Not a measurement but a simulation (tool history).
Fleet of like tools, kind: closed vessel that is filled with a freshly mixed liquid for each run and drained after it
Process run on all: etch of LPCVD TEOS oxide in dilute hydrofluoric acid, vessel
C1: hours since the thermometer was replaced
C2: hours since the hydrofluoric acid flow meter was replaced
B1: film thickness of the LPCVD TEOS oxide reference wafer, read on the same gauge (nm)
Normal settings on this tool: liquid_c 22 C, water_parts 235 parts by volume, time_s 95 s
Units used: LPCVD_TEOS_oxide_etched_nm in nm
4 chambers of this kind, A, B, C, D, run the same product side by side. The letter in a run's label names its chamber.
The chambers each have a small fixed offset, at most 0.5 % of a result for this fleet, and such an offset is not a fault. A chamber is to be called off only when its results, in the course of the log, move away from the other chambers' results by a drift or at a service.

{"run": "1B", "hour": 10.9, "liquid_c": 22, "water_parts": 235, "time_s": 95, "C1": 747, "C2": 1583.8, "B1": 49.994, "LPCVD_TEOS_oxide_etched_nm": 17.18}
{"run": "2D", "hour": 20.8, "liquid_c": 22, "water_parts": 235, "time_s": 95, "C1": 27.7, "C2": 304.5, "B1": 49.964, "LPCVD_TEOS_oxide_etched_nm": 17.03}
{"run": "3A", "hour": 34.3, "liquid_c": 22, "water_parts": 235, "time_s": 95, "C1": 780.9, "C2": 42.2, "B1": 50.014, "LPCVD_TEOS_oxide_etched_nm": 17.026}
{"run": "4C", "hour": 41.7, "liquid_c": 22, "water_parts": 235, "time_s": 95, "C1": 266.8, "C2": 1611.8, "B1": 50.032, "LPCVD_TEOS_oxide_etched_nm": 17.04}
{"run": "5A", "hour": 56.4, "liquid_c": 22, "water_parts": 235, "time_s": 95, "C1": 803, "C2": 64.3, "B1": 49.969, "LPCVD_TEOS_oxide_etched_nm": 17.006}
{"run": "6C", "hour": 64.4, "liquid_c": 22, "water_parts": 235, "time_s": 95, "C1": 289.5, "C2": 1634.5, "B1": 49.985, "LPCVD_TEOS_oxide_etched_nm": 16.992}
{"run": "7D", "hour": 80.1, "liquid_c": 18.5, "water_parts": 145, "time_s": 95, "C1": 87, "C2": 363.8, "B1": 49.972, "LPCVD_TEOS_oxide_etched_nm": 26.056}
{"run": "8B", "hour": 95.6, "liquid_c": 18.5, "water_parts": 145, "time_s": 95, "C1": 831.7, "C2": 1668.5, "B1": 50.049, "LPCVD_TEOS_oxide_etched_nm": 26.421}
{"run": "9A", "hour": 105.4, "liquid_c": 18.5, "water_parts": 145, "time_s": 95, "C1": 852, "C2": 113.3, "B1": 50.05, "LPCVD_TEOS_oxide_etched_nm": 25.734}
{"run": "10C", "hour": 118.6, "liquid_c": 18.5, "water_parts": 145, "time_s": 95, "C1": 343.7, "C2": 1688.7, "B1": 49.991, "LPCVD_TEOS_oxide_etched_nm": 26.766}
{"run": "11D", "hour": 129.5, "liquid_c": 22, "water_parts": 235, "time_s": 95, "C1": 136.4, "C2": 413.2, "B1": 50.018, "LPCVD_TEOS_oxide_etched_nm": 16.939}
{"hour": 136.6, "done": "chamber B: hydrofluoric acid flow meter replaced"}
{"run": "12B", "hour": 141.7, "liquid_c": 22, "water_parts": 235, "time_s": 95, "C1": 877.8, "C2": 5.1, "B1": 50.035, "LPCVD_TEOS_oxide_etched_nm": 16.973}
{"run": "13C", "hour": 150.8, "liquid_c": 22, "water_parts": 235, "time_s": 95, "C1": 375.9, "C2": 1720.9, "B1": 49.99, "LPCVD_TEOS_oxide_etched_nm": 17.109}
{"run": "14B", "hour": 158.3, "liquid_c": 22, "water_parts": 235, "time_s": 95, "C1": 894.4, "C2": 21.7, "B1": 49.994, "LPCVD_TEOS_oxide_etched_nm": 17.162}
{"run": "15A", "hour": 170.4, "liquid_c": 22, "water_parts": 235, "time_s": 95, "C1": 917, "C2": 178.3, "B1": 50.014, "LPCVD_TEOS_oxide_etched_nm": 16.956}
{"run": "16D", "hour": 185.2, "liquid_c": 22, "water_parts": 235, "time_s": 95, "C1": 192.1, "C2": 468.9, "B1": 50.026, "LPCVD_TEOS_oxide_etched_nm": 16.834}
{"run": "17B", "hour": 193.8, "liquid_c": 22, "water_parts": 235, "time_s": 95, "C1": 929.9, "C2": 57.2, "B1": 50.008, "LPCVD_TEOS_oxide_etched_nm": 17.036}
{"run": "18D", "hour": 206.9, "liquid_c": 22, "water_parts": 235, "time_s": 95, "C1": 213.8, "C2": 490.6, "B1": 49.991, "LPCVD_TEOS_oxide_etched_nm": 16.938}
{"run": "19C", "hour": 221.6, "liquid_c": 22, "water_parts": 235, "time_s": 95, "C1": 446.7, "C2": 1791.7, "B1": 49.997, "LPCVD_TEOS_oxide_etched_nm": 17.041}
{"run": "20A", "hour": 233.5, "liquid_c": 22, "water_parts": 235, "time_s": 95, "C1": 980.1, "C2": 241.4, "B1": 50.048, "LPCVD_TEOS_oxide_etched_nm": 16.844}
{"run": "21A", "hour": 246.1, "liquid_c": 22, "water_parts": 235, "time_s": 95, "C1": 992.7, "C2": 254, "B1": 49.998, "LPCVD_TEOS_oxide_etched_nm": 16.828}
{"run": "22C", "hour": 259.0, "liquid_c": 22, "water_parts": 235, "time_s": 95, "C1": 484.1, "C2": 1829.1, "B1": 49.955, "LPCVD_TEOS_oxide_etched_nm": 17.205}
{"run": "23D", "hour": 266.9, "liquid_c": 22, "water_parts": 235, "time_s": 95, "C1": 273.8, "C2": 550.6, "B1": 49.981, "LPCVD_TEOS_oxide_etched_nm": 16.869}
{"run": "24B", "hour": 273.9, "liquid_c": 22, "water_parts": 235, "time_s": 95, "C1": 1010, "C2": 137.3, "B1": 49.989, "LPCVD_TEOS_oxide_etched_nm": 17.112}
{"run": "25C", "hour": 289.9, "liquid_c": 22, "water_parts": 235, "time_s": 95, "C1": 515, "C2": 1860, "B1": 50.008, "LPCVD_TEOS_oxide_etched_nm": 17.182}
{"run": "26A", "hour": 297.9, "liquid_c": 22, "water_parts": 235, "time_s": 95, "C1": 1044.5, "C2": 305.8, "B1": 49.975, "LPCVD_TEOS_oxide_etched_nm": 17.015}
{"run": "27B", "hour": 309.2, "liquid_c": 22, "water_parts": 235, "time_s": 95, "C1": 1045.3, "C2": 172.6, "B1": 49.974, "LPCVD_TEOS_oxide_etched_nm": 17.027}
{"hour": 314.4, "done": "chamber C: hydrofluoric acid flow meter replaced"}
{"run": "28D", "hour": 324.5, "liquid_c": 22, "water_parts": 235, "time_s": 95, "C1": 331.4, "C2": 608.2, "B1": 50.017, "LPCVD_TEOS_oxide_etched_nm": 16.823}
{"run": "29A", "hour": 337.7, "liquid_c": 22, "water_parts": 235, "time_s": 95, "C1": 1084.3, "C2": 345.6, "B1": 49.968, "LPCVD_TEOS_oxide_etched_nm": 16.813}
{"run": "30C", "hour": 344.7, "liquid_c": 22, "water_parts": 235, "time_s": 95, "C1": 569.8, "C2": 30.3, "B1": 49.966, "LPCVD_TEOS_oxide_etched_nm": 17.002}

Is one chamber out of step, is the gauge drifting, or do the chambers differ by no more than their own small offsets? For an off chamber, give its letter and the likeliest cause.

The fleet is healthy, with each chamber sitting at its usual small offset and no drift in the gauge.
